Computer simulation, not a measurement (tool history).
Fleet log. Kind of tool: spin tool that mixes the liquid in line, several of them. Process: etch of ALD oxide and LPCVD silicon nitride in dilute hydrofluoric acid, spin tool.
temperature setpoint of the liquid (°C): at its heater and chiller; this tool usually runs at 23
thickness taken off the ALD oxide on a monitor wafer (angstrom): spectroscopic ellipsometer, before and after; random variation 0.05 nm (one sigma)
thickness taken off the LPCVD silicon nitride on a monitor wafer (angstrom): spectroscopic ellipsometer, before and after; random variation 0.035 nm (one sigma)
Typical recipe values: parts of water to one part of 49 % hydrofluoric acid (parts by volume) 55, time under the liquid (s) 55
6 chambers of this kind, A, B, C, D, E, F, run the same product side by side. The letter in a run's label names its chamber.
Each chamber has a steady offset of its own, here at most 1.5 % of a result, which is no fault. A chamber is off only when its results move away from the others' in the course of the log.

| run | hour | temperature setpoint of the liquid (°C) | parts of water to one part of 49 % hydrofluoric acid (parts by volume) | time under the liquid (s) | hours since the thermometer was replaced | hours since the hydrofluoric acid flow meter was replaced | read-back film thickness of the ALD oxide reference wafer, read on the same gauge (nm) | read-back film thickness of the LPCVD silicon nitride reference wafer, read on the same gauge (nm) | thickness taken off the ALD oxide on a monitor wafer (angstrom) | thickness taken off the LPCVD silicon nitride on a monitor wafer (angstrom) |
|---|---|---|---|---|---|---|---|---|---|---|
| 1C | 11.1 | 23 | 55 | 55 | 949.0 | 1232.7 | 109.99 | 59.988 | 131.39 | 5.1389 |
| 2F | 19.7 | 23 | 55 | 55 | 517.5 | 119.0 | 110.00 | 60.009 | 130.08 | 5.0827 |
| 3A | 32.4 | 23 | 55 | 55 | 1533.4 | 58.6 | 110.00 | 60.011 | 130.98 | 5.3646 |
| 4B | 43.0 | 23 | 55 | 55 | 867.8 | 1250.8 | 110.01 | 60.025 | 131.43 | 5.2124 |
| 5E | 54.2 | 23 | 55 | 55 | 993.8 | 129.6 | 110.00 | 60.002 | 129.77 | 5.0712 |
| 6D | 60.8 | 23 | 55 | 55 | 606.2 | 1148.7 | 109.98 | 60.019 | 131.22 | 4.9883 |
|  | 64.9 | chamber A: thermometer replaced |
| 7F | 75.0 | 23 | 55 | 55 | 572.8 | 174.3 | 109.99 | 60.003 | 129.88 | 5.3972 |
| 8E | 87.7 | 23 | 55 | 55 | 1027.3 | 163.1 | 110.00 | 59.996 | 128.25 | 4.8168 |
| 9C | 94.2 | 23 | 55 | 55 | 1032.1 | 1315.8 | 109.99 | 60.001 | 130.61 | 5.0430 |
| 10B | 107.2 | 23 | 55 | 55 | 932.0 | 1315.0 | 109.99 | 60.011 | 132.42 | 5.4077 |
| 11D | 114.8 | 23 | 55 | 55 | 660.2 | 1202.7 | 110.02 | 59.996 | 131.83 | 4.9980 |
| 12A | 127.2 | 21 | 55 | 70 | 62.4 | 153.4 | 110.01 | 60.000 | 152.11 | 5.5205 |
| 13D | 141.4 | 21 | 55 | 70 | 686.8 | 1229.3 | 109.99 | 59.992 | 152.60 | 5.6896 |
| 14C | 150.8 | 21 | 55 | 70 | 1088.7 | 1372.4 | 110.00 | 59.997 | 152.33 | 5.7502 |
| 15B | 160.7 | 21 | 55 | 70 | 985.5 | 1368.5 | 110.00 | 60.011 | 154.05 | 6.1421 |
| 16F | 173.9 | 21 | 55 | 70 | 671.7 | 273.2 | 110.02 | 59.985 | 151.78 | 5.9457 |
|  | 183.5 | chamber D: thermometer replaced |
| 17A | 184.7 | 21 | 55 | 70 | 119.9 | 210.9 | 109.99 | 59.991 | 150.87 | 5.5762 |
| 18E | 194.9 | 23 | 55 | 55 | 1134.5 | 270.3 | 110.02 | 59.974 | 129.29 | 5.0602 |
| 19A | 208.9 | 23 | 55 | 55 | 144.1 | 235.1 | 110.02 | 59.985 | 130.21 | 4.9988 |
| 20B | 217.5 | 23 | 55 | 55 | 1042.3 | 1425.3 | 109.99 | 59.995 | 131.94 | 5.4648 |
| 21F | 226.8 | 23 | 55 | 55 | 724.6 | 326.1 | 110.00 | 60.006 | 130.59 | 4.7589 |
|  | 235.7 | chamber F: thermometer replaced |
| 22E | 238.2 | 23 | 55 | 55 | 1177.8 | 313.6 | 109.99 | 59.994 | 129.80 | 5.3296 |
| 23C | 249.3 | 23 | 55 | 55 | 1187.2 | 1470.9 | 110.00 | 59.983 | 131.63 | 5.2690 |
| 24D | 259.9 | 23 | 55 | 55 | 76.4 | 1347.8 | 110.00 | 59.988 | 131.20 | 4.8390 |
| 25E | 272.1 | 23 | 35 | 55 | 1211.7 | 347.5 | 110.00 | 60.004 | 211.62 | 8.4132 |
|  | 275.0 | chamber B: hydrofluoric acid flow meter replaced |
| 26D | 285.9 | 23 | 35 | 55 | 102.4 | 1373.8 | 110.01 | 59.988 | 212.04 | 8.0023 |
| 27C | 297.7 | 23 | 35 | 55 | 1235.6 | 1519.3 | 109.98 | 59.989 | 207.26 | 8.5257 |
| 28A | 305.5 | 23 | 35 | 55 | 240.7 | 331.7 | 110.02 | 59.991 | 209.15 | 7.2476 |
| 29F | 318.7 | 23 | 35 | 55 | 83.0 | 418.0 | 110.00 | 60.022 | 209.66 | 8.1864 |
| 30B | 331.2 | 23 | 35 | 55 | 1156.0 | 56.2 | 110.00 | 59.988 | 210.46 | 9.2073 |
| 31C | 345.1 | 23 | 55 | 55 | 1283.0 | 1566.7 | 109.98 | 60.008 | 131.61 | 5.4996 |
| 32B | 353.8 | 23 | 55 | 55 | 1178.6 | 78.8 | 110.00 | 59.990 | 131.84 | 5.2484 |
| 33D | 363.5 | 23 | 55 | 55 | 180.0 | 1451.4 | 110.01 | 59.988 | 131.06 | 5.5936 |
| 34A | 369.9 | 23 | 55 | 55 | 305.1 | 396.1 | 110.03 | 59.989 | 129.28 | 4.9914 |
| 35E | 382.4 | 23 | 55 | 55 | 1322.0 | 457.8 | 110.02 | 59.956 | 129.16 | 5.0277 |
| 36F | 391.2 | 23 | 55 | 55 | 155.5 | 490.5 | 109.99 | 60.020 | 129.87 | 5.9112 |
| 37A | 404.6 | 23 | 55 | 55 | 339.8 | 430.8 | 110.00 | 60.017 | 130.39 | 5.6253 |
| 38F | 418.1 | 23 | 55 | 55 | 182.4 | 517.4 | 109.99 | 60.010 | 130.04 | 4.6529 |

All 6 chambers run these settings next. Forecast each chamber's results:
| 39A | 428.6 | 27 | 55 | 55 |  |  |  |  | ? | ? |
| 39B | 428.6 | 27 | 55 | 55 |  |  |  |  | ? | ? |
| 39C | 428.6 | 27 | 55 | 55 |  |  |  |  | ? | ? |
| 39D | 428.6 | 27 | 55 | 55 |  |  |  |  | ? | ? |
| 39E | 428.6 | 27 | 55 | 55 |  |  |  |  | ? | ? |
| 39F | 428.6 | 27 | 55 | 55 |  |  |  |  | ? | ? |

| run | thickness taken off the ALD oxide on a monitor wafer (angstrom) | thickness taken off the LPCVD silicon nitride on a monitor wafer (angstrom) |
|---|---|---|
| 39A | 152.99 | 7.0524 |
| 39B | 155.06 | 6.0958 |
| 39C | 154.02 | 7.0181 |
| 39D | 154.53 | 6.3001 |
| 39E | 152.90 | 6.9925 |
| 39F | 154.21 | 7.4866 |

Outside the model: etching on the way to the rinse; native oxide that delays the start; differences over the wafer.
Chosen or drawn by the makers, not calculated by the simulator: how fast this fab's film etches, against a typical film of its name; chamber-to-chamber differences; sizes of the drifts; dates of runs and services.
